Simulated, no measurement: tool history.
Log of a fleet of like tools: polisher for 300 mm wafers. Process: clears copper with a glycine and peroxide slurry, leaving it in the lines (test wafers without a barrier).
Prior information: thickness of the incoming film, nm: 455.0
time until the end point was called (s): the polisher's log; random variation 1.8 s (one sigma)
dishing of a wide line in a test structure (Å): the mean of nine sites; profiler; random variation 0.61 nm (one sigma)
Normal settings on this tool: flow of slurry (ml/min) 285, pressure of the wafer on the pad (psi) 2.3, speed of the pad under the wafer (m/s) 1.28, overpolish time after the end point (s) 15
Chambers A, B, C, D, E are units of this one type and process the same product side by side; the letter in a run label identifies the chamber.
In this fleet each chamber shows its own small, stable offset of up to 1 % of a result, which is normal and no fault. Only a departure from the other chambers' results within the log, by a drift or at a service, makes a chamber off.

run   hour  flow of slurry (ml/min)  pressure of the wafer on the pad (psi)  speed of the pad under the wafer (m/s)  overpolish time after the end point (s)  wafers polished on this pad  hours since the slurry nozzle was cleaned  hours since the head pressure was calibrated  time until the end point was called (s)  dishing of a wide line in a test structure (Å)
 1B    6.6                      285                                     2.3                                    1.28                                       15                          287                                      444.3                                         931.1                                   89.778                                          379.09
 2D   12.7                      285                                     2.3                                    1.28                                       15                          691                                      666.9                                         364.1                                   89.074                                          370.99
      19.3  -- chamber A: worn pad replaced by a new one
 3E   20.6                      285                                     2.3                                    1.28                                       15                          331                                      339.4                                         200.9                                   89.548                                          373.49
 4C   29.9                      285                                     2.3                                    1.28                                       15                          743                                      402.6                                         146.5                                   89.325                                          374.93
      36.8  -- chamber C: slurry nozzle cleaned
 5A   37.9                      285                                     2.3                                    1.28                                       15                          113                                      258.7                                          69.4                                   90.908                                          369.88
      42.1  -- chamber D: worn pad replaced by a new one
 6A   47.8                      285                                     2.3                                    1.28                                       15                          173                                      268.6                                          79.3                                   88.328                                          378.74
 7E   56.7                      285                                     2.3                                    1.28                                       15                          550                                      375.5                                           237                                   89.198                                          373.89
 8B   62.7                      285                                     2.3                                    1.28                                       15                          627                                      500.4                                         987.2                                   86.578                                          382.59
      71.3  -- chamber B: worn pad replaced by a new one
 9C   74.1                      360                                     2.3                                    1.12                                       15                         1011                                       37.3                                         190.7                                   100.93                                          356.69
10D   84.3                      360                                     2.3                                    1.12                                       15                          256                                      738.5                                         435.7                                   98.041                                             368
11A   94.5                      360                                     2.3                                    1.12                                       15                          456                                      315.3                                           126                                   95.629                                          356.53
12C  106.4                      360                                     2.3                                    1.12                                       15                         1207                                       69.6                                           223                                    100.4                                          360.74
13B  117.8                      360                                     2.3                                    1.12                                       15                          282                                      555.5                                        1042.3                                   97.246                                          358.61
14E  124.5                      285                                     2.3                                    1.28                                       15                          961                                      443.3                                         304.8                                   89.799                                          377.06
     125.5  -- chamber C: worn pad replaced by a new one
     126.7  -- chamber D: slurry nozzle cleaned
     127.6  -- chamber A: worn pad replaced by a new one
15D  133.3                      285                                     2.3                                    1.28                                       15                          553                                        6.6                                         484.7                                   89.749                                          375.83
16D  140.5                      285                                     2.3                                    1.28                                       15                          597                                       13.8                                         491.9                                   92.836                                          377.43
17A  148.9                      285                                     2.3                                    1.28                                       15                          129                                      369.7                                         180.4                                   87.807                                          368.42
     152.3  -- chamber E: worn pad replaced by a new one
18B    158                      285                                     2.3                                    1.28                                       15                          526                                      595.7                                        1082.5                                   87.915                                          377.12
19C  163.5                      285                                     2.3                                    1.28                                       15                          230                                      126.7                                         280.1                                   89.632                                          369.15
20E  169.2                      325                                     2.8                                    1.28                                       15                          102                                        488                                         349.5                                   75.599                                          433.29
21D  180.2                      325                                     2.8                                    1.28                                       15                          838                                       53.5                                         531.6                                   71.673                                          420.23
     185.8  -- chamber B: worn pad replaced by a new one
22A  189.9                      325                                     2.8                                    1.28                                       15                          378                                      410.7                                         221.4                                   73.891                                          411.22
23E  198.4                      325                                     2.8                                    1.28                                       15                          279                                      517.2                                         378.7                                   74.103                                          418.28
24B  204.6                      325                                     2.8                                    1.28                                       15                          114                                      642.3                                        1129.1                                   74.078                                          435.08
     212.4  -- chamber D: worn pad replaced by a new one
25C  212.5                      195                                     2.3                                    1.06                                       15                          528                                      175.7                                         329.1                                   108.14                                          324.66
26E  222.5                      195                                     2.3                                    1.06                                       15                          426                                      541.3                                         402.8                                   109.85                                          327.52
27C  227.9                      195                                     2.3                                    1.06                                       15                          621                                      191.1                                         344.5                                   107.12                                          336.59
28A  239.7                      195                                     2.3                                    1.06                                       15                          680                                      460.5                                         271.2                                   108.49                                          332.22
29B  246.2                      195                                     2.3                                    1.06                                       15                          366                                      683.9                                        1170.7                                   108.04                                          334.65
30D  256.8                      205                                     2.3                                    1.28                                        7                          269                                      130.1                                         608.2                                   94.016                                          215.91
31B  267.7                      205                                     2.3                                    1.28                                        7                          497                                      705.4                                        1192.2                                   92.193                                          221.65

Is one chamber out of step, is the gauge drifting, or do the chambers differ by no more than their own small offsets? For an off chamber, give its letter and the likeliest cause.

All chambers stay in line apart from their small fixed offsets, and the gauge does not drift.

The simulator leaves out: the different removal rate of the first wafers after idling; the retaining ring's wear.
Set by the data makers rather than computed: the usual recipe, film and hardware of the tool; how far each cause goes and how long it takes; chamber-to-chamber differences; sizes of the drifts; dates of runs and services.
